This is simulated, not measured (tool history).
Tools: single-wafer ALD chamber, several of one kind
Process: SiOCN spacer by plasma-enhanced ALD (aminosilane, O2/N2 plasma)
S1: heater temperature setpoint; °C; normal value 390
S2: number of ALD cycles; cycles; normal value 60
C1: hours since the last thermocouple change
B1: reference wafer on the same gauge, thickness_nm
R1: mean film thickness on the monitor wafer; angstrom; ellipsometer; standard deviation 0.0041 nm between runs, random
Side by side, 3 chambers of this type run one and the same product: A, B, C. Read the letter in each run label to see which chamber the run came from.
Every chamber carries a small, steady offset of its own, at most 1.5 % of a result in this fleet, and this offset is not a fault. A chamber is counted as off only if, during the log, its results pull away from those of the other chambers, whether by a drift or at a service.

run    day   S1  S2      C1      B1      R1
 1C  0.138  390  60   589.6  3.3503  35.826
 2A  0.246  390  60  2382.1  3.3515  36.460
 3B  0.392  390  60  1089.8  3.3511  36.069
 4B  0.638  390  60  1095.7  3.3529  36.179
 5A  0.762  390  60  2394.5  3.3513  36.447
 6C  0.933  390  60   608.7  3.3517  35.846
 7A  1.167  390  60  2404.2  3.3522  36.511
 8B  1.362  390  60  1113.1  3.3533  36.069
 9C  1.592  390  60   624.5  3.3535  35.811
10C  1.738  390  60   628.0  3.3543  35.851
11B  1.883  390  60  1125.6  3.3540  36.114
12A  2.129  396  65  2427.3  3.3554  39.580
13A  2.358  396  65  2432.8  3.3557  39.560
14C  2.517  396  65   646.7  3.3557  38.913
15B  2.700  390  60  1145.2  3.3560  36.117
16A  2.858  390  60  2444.8  3.3565  36.570
17C  2.979  402  69   657.8  3.3573  41.090
18B  3.121  402  69  1155.3  3.3563  41.291
19B  3.333  402  69  1160.4  3.3569  41.307
20C  3.454  390  60   669.2  3.3575  35.834
21A  3.579  390  60  2462.1  3.3587  36.528
22A  3.692  390  60  2464.8  3.3588  36.593
23B  3.812  390  60  1171.9  3.3585  36.164
24C  4.038  390  60   683.2  3.3584  35.922
25C  4.192  390  60   686.9  3.3588  35.914
26A  4.325  390  60  2480.0  3.3593  36.629
27B  4.483  390  60  1188.0  3.3604  36.156
28A  4.683  390  60  2488.6  3.3597  36.587
29C  4.879  398  60   703.4  3.3604  35.922
30B  5.050  398  60  1201.6  3.3614  36.156
31C  5.196  398  60   711.0  3.3613  35.974
32A  5.421  390  60  2506.3  3.3625  36.662
33B  5.558  390  60  1213.8  3.3616  36.208
34C  5.796  390  60   725.4  3.3628  35.961
35A  5.992  390  60  2520.0  3.3639  36.670
36B  6.179  390  60  1228.7  3.3635  36.213
37A  6.412  390  60  2530.1  3.3646  36.608
38B  6.596  390  60  1238.7  3.3649  36.206
39C  6.825  390  60   750.1  3.3658  35.976

Is one chamber off against the others, does the gauge drift, or is nothing wrong? If a chamber is off, say which, and what the likeliest cause is.

The gauge drifts, so all chambers seem to drift together. No chamber is off.
Cause: gauge reads high (%) = 0.464.
